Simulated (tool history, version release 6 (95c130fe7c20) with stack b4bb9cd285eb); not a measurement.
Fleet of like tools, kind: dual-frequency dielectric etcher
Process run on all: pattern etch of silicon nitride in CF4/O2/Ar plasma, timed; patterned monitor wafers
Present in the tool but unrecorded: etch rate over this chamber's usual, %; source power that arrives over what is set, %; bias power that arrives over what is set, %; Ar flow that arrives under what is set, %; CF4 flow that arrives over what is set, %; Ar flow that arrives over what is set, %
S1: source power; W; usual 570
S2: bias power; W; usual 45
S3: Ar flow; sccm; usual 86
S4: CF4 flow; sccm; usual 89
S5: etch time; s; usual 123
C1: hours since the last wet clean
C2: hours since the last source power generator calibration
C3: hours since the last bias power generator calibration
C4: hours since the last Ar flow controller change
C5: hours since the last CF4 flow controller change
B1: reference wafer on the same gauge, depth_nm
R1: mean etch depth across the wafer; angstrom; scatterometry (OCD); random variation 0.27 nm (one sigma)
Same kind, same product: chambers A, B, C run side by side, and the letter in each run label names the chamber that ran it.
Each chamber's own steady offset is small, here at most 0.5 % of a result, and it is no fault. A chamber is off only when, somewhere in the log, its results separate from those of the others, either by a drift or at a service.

{"run": "1B", "day": 0.333, "S1": 570, "S2": 45, "S3": 86, "S4": 89, "S5": 123, "C1": 64.4, "C2": 2473.2, "C3": 1113.3, "C4": 704.2, "C5": 2449, "B1": 219.02, "R1": 2521.2}
{"run": "2A", "day": 0.667, "S1": 570, "S2": 45, "S3": 86, "S4": 89, "S5": 123, "C1": 564.9, "C2": 2466.2, "C3": 1105.8, "C4": 3017.5, "C5": 52.5, "B1": 218.92, "R1": 2526.8}
{"day": 0.683, "done": "chamber C: Ar flow controller replaced"}
{"run": "3C", "day": 0.875, "S1": 570, "S2": 45, "S3": 86, "S4": 89, "S5": 123, "C1": 235.2, "C2": 562.7, "C3": 2786.6, "C4": 4.6, "C5": 1023.2, "B1": 218.88, "R1": 2525.3}
{"run": "4A", "day": 1.2, "S1": 570, "S2": 45, "S3": 86, "S4": 89, "S5": 123, "C1": 577.7, "C2": 2479, "C3": 1118.6, "C4": 3030.3, "C5": 65.3, "B1": 218.84, "R1": 2524.7}
{"run": "5C", "day": 1.55, "S1": 570, "S2": 45, "S3": 86, "S4": 89, "S5": 123, "C1": 251.4, "C2": 578.9, "C3": 2802.8, "C4": 20.8, "C5": 1039.4, "B1": 218.86, "R1": 2526.7}
{"run": "6B", "day": 1.971, "S1": 570, "S2": 45, "S3": 86, "S4": 89, "S5": 123, "C1": 103.7, "C2": 2512.5, "C3": 1152.6, "C4": 743.5, "C5": 2488.3, "B1": 218.73, "R1": 2526.8}
{"run": "7B", "day": 2.262, "S1": 570, "S2": 45, "S3": 86, "S4": 100, "S5": 123, "C1": 110.7, "C2": 2519.5, "C3": 1159.6, "C4": 750.5, "C5": 2495.3, "B1": 218.78, "R1": 2561.7}
{"day": 2.55, "done": "chamber A: wet clean of the chamber"}
{"run": "8C", "day": 2.567, "S1": 570, "S2": 45, "S3": 86, "S4": 100, "S5": 123, "C1": 275.8, "C2": 603.3, "C3": 2827.2, "C4": 45.2, "C5": 1063.8, "B1": 218.73, "R1": 2557.9}
{"run": "9A", "day": 2.775, "S1": 570, "S2": 45, "S3": 86, "S4": 100, "S5": 123, "C1": 5.4, "C2": 2516.8, "C3": 1156.4, "C4": 3068.1, "C5": 103.1, "B1": 218.68, "R1": 2558.6}
{"run": "10B", "day": 3.071, "S1": 570, "S2": 45, "S3": 86, "S4": 89, "S5": 123, "C1": 130.1, "C2": 2538.9, "C3": 1179, "C4": 769.9, "C5": 2514.7, "B1": 218.71, "R1": 2526.1}
{"run": "11C", "day": 3.267, "S1": 570, "S2": 45, "S3": 86, "S4": 89, "S5": 123, "C1": 292.6, "C2": 620.1, "C3": 2844, "C4": 62, "C5": 1080.6, "B1": 218.73, "R1": 2518.4}
{"run": "12A", "day": 3.462, "S1": 570, "S2": 45, "S3": 86, "S4": 89, "S5": 123, "C1": 21.9, "C2": 2533.3, "C3": 1172.9, "C4": 3084.6, "C5": 119.6, "B1": 218.61, "R1": 2516.4}
{"run": "13C", "day": 3.733, "S1": 510, "S2": 45, "S3": 86, "S4": 99, "S5": 123, "C1": 303.8, "C2": 631.3, "C3": 2855.2, "C4": 73.2, "C5": 1091.8, "B1": 218.62, "R1": 2312.2}
{"run": "14A", "day": 3.975, "S1": 510, "S2": 45, "S3": 86, "S4": 99, "S5": 123, "C1": 34.2, "C2": 2545.6, "C3": 1185.2, "C4": 3096.9, "C5": 131.9, "B1": 218.58, "R1": 2317.3}
{"run": "15B", "day": 4.35, "S1": 510, "S2": 45, "S3": 86, "S4": 99, "S5": 123, "C1": 160.8, "C2": 2569.6, "C3": 1209.7, "C4": 800.6, "C5": 2545.4, "B1": 218.53, "R1": 2319.5}
{"run": "16B", "day": 4.633, "S1": 570, "S2": 45, "S3": 86, "S4": 89, "S5": 123, "C1": 167.6, "C2": 2576.4, "C3": 1216.5, "C4": 807.4, "C5": 2552.2, "B1": 218.56, "R1": 2520.6}
{"run": "17C", "day": 5.029, "S1": 670, "S2": 45, "S3": 86, "S4": 89, "S5": 88, "C1": 334.9, "C2": 662.4, "C3": 2886.3, "C4": 104.3, "C5": 1122.9, "B1": 218.53, "R1": 2078.8}
{"run": "18A", "day": 5.4, "S1": 670, "S2": 45, "S3": 86, "S4": 89, "S5": 88, "C1": 68.4, "C2": 2579.8, "C3": 1219.4, "C4": 3131.1, "C5": 166.1, "B1": 218.45, "R1": 2075.5}
{"run": "19A", "day": 5.817, "S1": 670, "S2": 45, "S3": 86, "S4": 89, "S5": 88, "C1": 78.4, "C2": 2589.8, "C3": 1229.4, "C4": 3141.1, "C5": 176.1, "B1": 218.38, "R1": 2070.2}
{"run": "20C", "day": 6.188, "S1": 570, "S2": 45, "S3": 86, "S4": 89, "S5": 123, "C1": 362.7, "C2": 690.2, "C3": 2914.1, "C4": 132.1, "C5": 1150.7, "B1": 218.33, "R1": 2516.2}
{"run": "21B", "day": 6.579, "S1": 570, "S2": 45, "S3": 86, "S4": 89, "S5": 123, "C1": 214.3, "C2": 2623.1, "C3": 1263.2, "C4": 854.1, "C5": 2598.9, "B1": 218.32, "R1": 2517.5}
{"run": "22B", "day": 6.858, "S1": 570, "S2": 45, "S3": 86, "S4": 89, "S5": 123, "C1": 221, "C2": 2629.8, "C3": 1269.9, "C4": 860.8, "C5": 2605.6, "B1": 218.31, "R1": 2520.7}
{"run": "23C", "day": 7.058, "S1": 570, "S2": 45, "S3": 86, "S4": 89, "S5": 123, "C1": 383.6, "C2": 711.1, "C3": 2935, "C4": 153, "C5": 1171.6, "B1": 218.25, "R1": 2514.2}
{"run": "24A", "day": 7.458, "S1": 570, "S2": 45, "S3": 86, "S4": 89, "S5": 123, "C1": 117.8, "C2": 2629.2, "C3": 1268.8, "C4": 3180.5, "C5": 215.5, "B1": 218.22, "R1": 2516.4}
{"run": "25B", "day": 7.854, "S1": 570, "S2": 45, "S3": 86, "S4": 89, "S5": 123, "C1": 244.9, "C2": 2653.7, "C3": 1293.8, "C4": 884.7, "C5": 2629.5, "B1": 218.13, "R1": 2520.6}
{"run": "26A", "day": 8.038, "S1": 570, "S2": 45, "S3": 86, "S4": 89, "S5": 123, "C1": 131.7, "C2": 2643.1, "C3": 1282.7, "C4": 3194.4, "C5": 229.4, "B1": 218.13, "R1": 2515.8}
{"run": "27C", "day": 8.279, "S1": 630, "S2": 45, "S3": 86, "S4": 104, "S5": 123, "C1": 412.9, "C2": 740.4, "C3": 2964.3, "C4": 182.3, "C5": 1200.9, "B1": 218.14, "R1": 2802.7}
{"run": "28B", "day": 8.671, "S1": 630, "S2": 45, "S3": 86, "S4": 104, "S5": 123, "C1": 264.5, "C2": 2673.3, "C3": 1313.4, "C4": 904.3, "C5": 2649.1, "B1": 218.09, "R1": 2799.9}
{"run": "29C", "day": 8.958, "S1": 630, "S2": 45, "S3": 86, "S4": 104, "S5": 123, "C1": 429.2, "C2": 756.7, "C3": 2980.6, "C4": 198.6, "C5": 1217.2, "B1": 218.13, "R1": 2803.9}
{"run": "30A", "day": 9.292, "S1": 490, "S2": 45, "S3": 86, "S4": 89, "S5": 123, "C1": 161.8, "C2": 2673.2, "C3": 1312.8, "C4": 3224.5, "C5": 259.5, "B1": 218.04, "R1": 2203.4}

All chambers now run identical settings, listed one chamber a line with results as question marks. What results will each chamber show?
{"run": "31A", "day": 9.596, "S1": 570, "S2": 45, "S3": 86, "S4": 89, "S5": 151.5, "R1": "?"}
{"run": "31B", "day": 9.596, "S1": 570, "S2": 45, "S3": 86, "S4": 89, "S5": 151.5, "R1": "?"}
{"run": "31C", "day": 9.596, "S1": 570, "S2": 45, "S3": 86, "S4": 89, "S5": 151.5, "R1": "?"}

run=31A R1=3090.1
run=31B R1=3100.1
run=31C R1=3093.4
